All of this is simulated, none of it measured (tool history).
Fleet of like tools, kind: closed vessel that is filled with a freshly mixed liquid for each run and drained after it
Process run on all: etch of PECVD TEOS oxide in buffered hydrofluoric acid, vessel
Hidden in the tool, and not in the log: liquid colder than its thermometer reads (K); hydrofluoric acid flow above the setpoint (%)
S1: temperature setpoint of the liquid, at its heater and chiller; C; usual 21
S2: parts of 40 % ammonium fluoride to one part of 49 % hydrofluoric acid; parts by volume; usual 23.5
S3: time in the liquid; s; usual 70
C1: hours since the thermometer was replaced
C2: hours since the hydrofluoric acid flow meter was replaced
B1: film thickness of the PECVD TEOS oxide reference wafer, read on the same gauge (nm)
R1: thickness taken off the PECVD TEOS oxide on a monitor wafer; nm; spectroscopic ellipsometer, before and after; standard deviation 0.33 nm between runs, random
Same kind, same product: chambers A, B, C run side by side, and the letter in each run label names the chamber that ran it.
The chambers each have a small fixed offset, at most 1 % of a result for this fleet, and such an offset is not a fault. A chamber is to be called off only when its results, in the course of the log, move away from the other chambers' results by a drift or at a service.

Run 1A, day 0.388: usual settings; C1 146.2; C2 407.0; B1 50.035. Result: R1 33.652 nm.
Run 2C, day 0.642: usual settings; C1 677.6; C2 1856.2; B1 50.010. Result: R1 33.783 nm.
Run 3B, day 0.871: usual settings; C1 680.4; C2 193.8; B1 50.000. Result: R1 33.770 nm.
Run 4A, day 1.129: usual settings; C1 164.0; C2 424.8; B1 50.003. Result: R1 33.440 nm.
Run 5B, day 1.496: usual settings but S1 23 C, S3 100 s; C1 695.4; C2 208.8; B1 50.016. Result: R1 53.922 nm.
Run 6C, day 1.796: usual settings but S1 23 C, S3 100 s; C1 705.3; C2 1883.9; B1 50.004. Result: R1 52.619 nm.
Run 7B, day 2.192: usual settings but S1 23 C, S3 100 s; C1 712.1; C2 225.5; B1 50.005. Result: R1 54.772 nm.
Run 8C, day 2.662: usual settings; C1 726.1; C2 1904.7; B1 49.982. Result: R1 32.667 nm.
Run 9A, day 3.083: usual settings; C1 210.9; C2 471.7; B1 50.003. Result: R1 33.504 nm.
Run 10A, day 3.558: usual settings; C1 222.3; C2 483.1; B1 49.989. Result: R1 33.473 nm.
Run 11B, day 4.033: usual settings; C1 756.3; C2 269.7; B1 49.955. Result: R1 33.433 nm.
Run 12C, day 4.325: usual settings; C1 766.0; C2 1944.6; B1 49.996. Result: R1 32.143 nm.
Run 13B, day 4.612: usual settings; C1 770.2; C2 283.6; B1 50.020. Result: R1 33.764 nm.
Run 14C, day 5.033: usual settings; C1 783.0; C2 1961.6; B1 49.986. Result: R1 32.074 nm.
Run 15A, day 5.321: usual settings; C1 264.6; C2 525.4; B1 49.987. Result: R1 33.284 nm.
Run 16C, day 5.567: usual settings; C1 795.8; C2 1974.4; B1 50.047. Result: R1 31.250 nm.
Run 17A, day 5.858: usual settings; C1 277.5; C2 538.3; B1 49.972. Result: R1 33.671 nm.
Run 18B, day 6.342: usual settings but S3 90 s; C1 811.7; C2 325.1; B1 50.047. Result: R1 43.226 nm.
Run 19C, day 6.825: usual settings but S3 90 s; C1 826.0; C2 2004.6; B1 49.996. Result: R1 39.689 nm.
Run 20B, day 7.225: usual settings but S3 90 s; C1 832.9; C2 346.3; B1 50.012. Result: R1 42.598 nm.
Run 21A, day 7.533: usual settings; C1 317.7; C2 578.5; B1 50.009. Result: R1 33.178 nm.
Run 22A, day 7.979: usual settings; C1 328.4; C2 589.2; B1 49.981. Result: R1 33.179 nm.
Run 23B, day 8.333: usual settings; C1 859.5; C2 372.9; B1 50.027. Result: R1 33.258 nm.
Run 24C, day 8.767: usual settings; C1 872.6; C2 2051.2; B1 50.031. Result: R1 30.566 nm.
Run 25B, day 9.046: usual settings; C1 876.6; C2 390.0; B1 50.025. Result: R1 33.669 nm.
Run 26A, day 9.433: usual settings; C1 363.3; C2 624.1; B1 50.027. Result: R1 33.371 nm.
Run 27C, day 9.867: usual settings but S1 18 C, S2 19.5 parts by volume; C1 899.0; C2 2077.6; B1 49.964. Result: R1 29.106 nm.
Run 28A, day 10.225: usual settings but S1 18 C, S2 19.5 parts by volume; C1 382.3; C2 643.1; B1 50.022. Result: R1 32.319 nm.
Run 29C, day 10.450: usual settings but S1 18 C, S2 19.5 parts by volume; C1 913.0; C2 2091.6; B1 50.033. Result: R1 28.826 nm.
Run 30B, day 10.854: usual settings; C1 920.0; C2 433.4; B1 50.032. Result: R1 33.848 nm.
Run 31C, day 11.204: usual settings; C1 931.1; C2 2109.7; B1 49.986. Result: R1 29.454 nm.
Run 32B, day 11.471: usual settings; C1 934.8; C2 448.2; B1 50.008. Result: R1 33.626 nm.
Run 33A, day 11.946: usual settings; C1 423.6; C2 684.4; B1 49.983. Result: R1 32.935 nm.

Read the log: is a single chamber off, either drifting away or since a service, is the gauge that measures every chamber drifting, or is nothing wrong beyond small per-chamber offsets? Name any odd chamber and what most likely caused it.

It is chamber C that slowly wanders off from its peers.
What lies behind it: liquid colder than its thermometer reads (K) = 2.44.

Which of the 4 candidates below, each the usual settings with something changed and its results left as question marks, puts chamber C back in line with what the other chambers give on the usual settings?
Maximum distance from the other chambers' mean on the usual settings for a result to count as in line: R1 1.200 nm
Run 34C-1, day 12.300: usual settings but S1 20 C, S2 26.0 parts by volume. Result: R1 ?.
Run 34C-2, day 12.300: usual settings but S2 22.0 parts by volume. Result: R1 ?.
Run 34C-3, day 12.300: usual settings but S2 25.0 parts by volume. Result: R1 ?.
Run 34C-4, day 12.300: usual settings but S1 22 C, S2 21.0 parts by volume. Result: R1 ?.

What the other chambers average on the usual settings: R1 33.556 nm
  run      R1
34C-1  25.759
34C-2  30.629
34C-3  28.023
34C-4  33.476
With 34C-4, the chamber falls back in line with the rest.
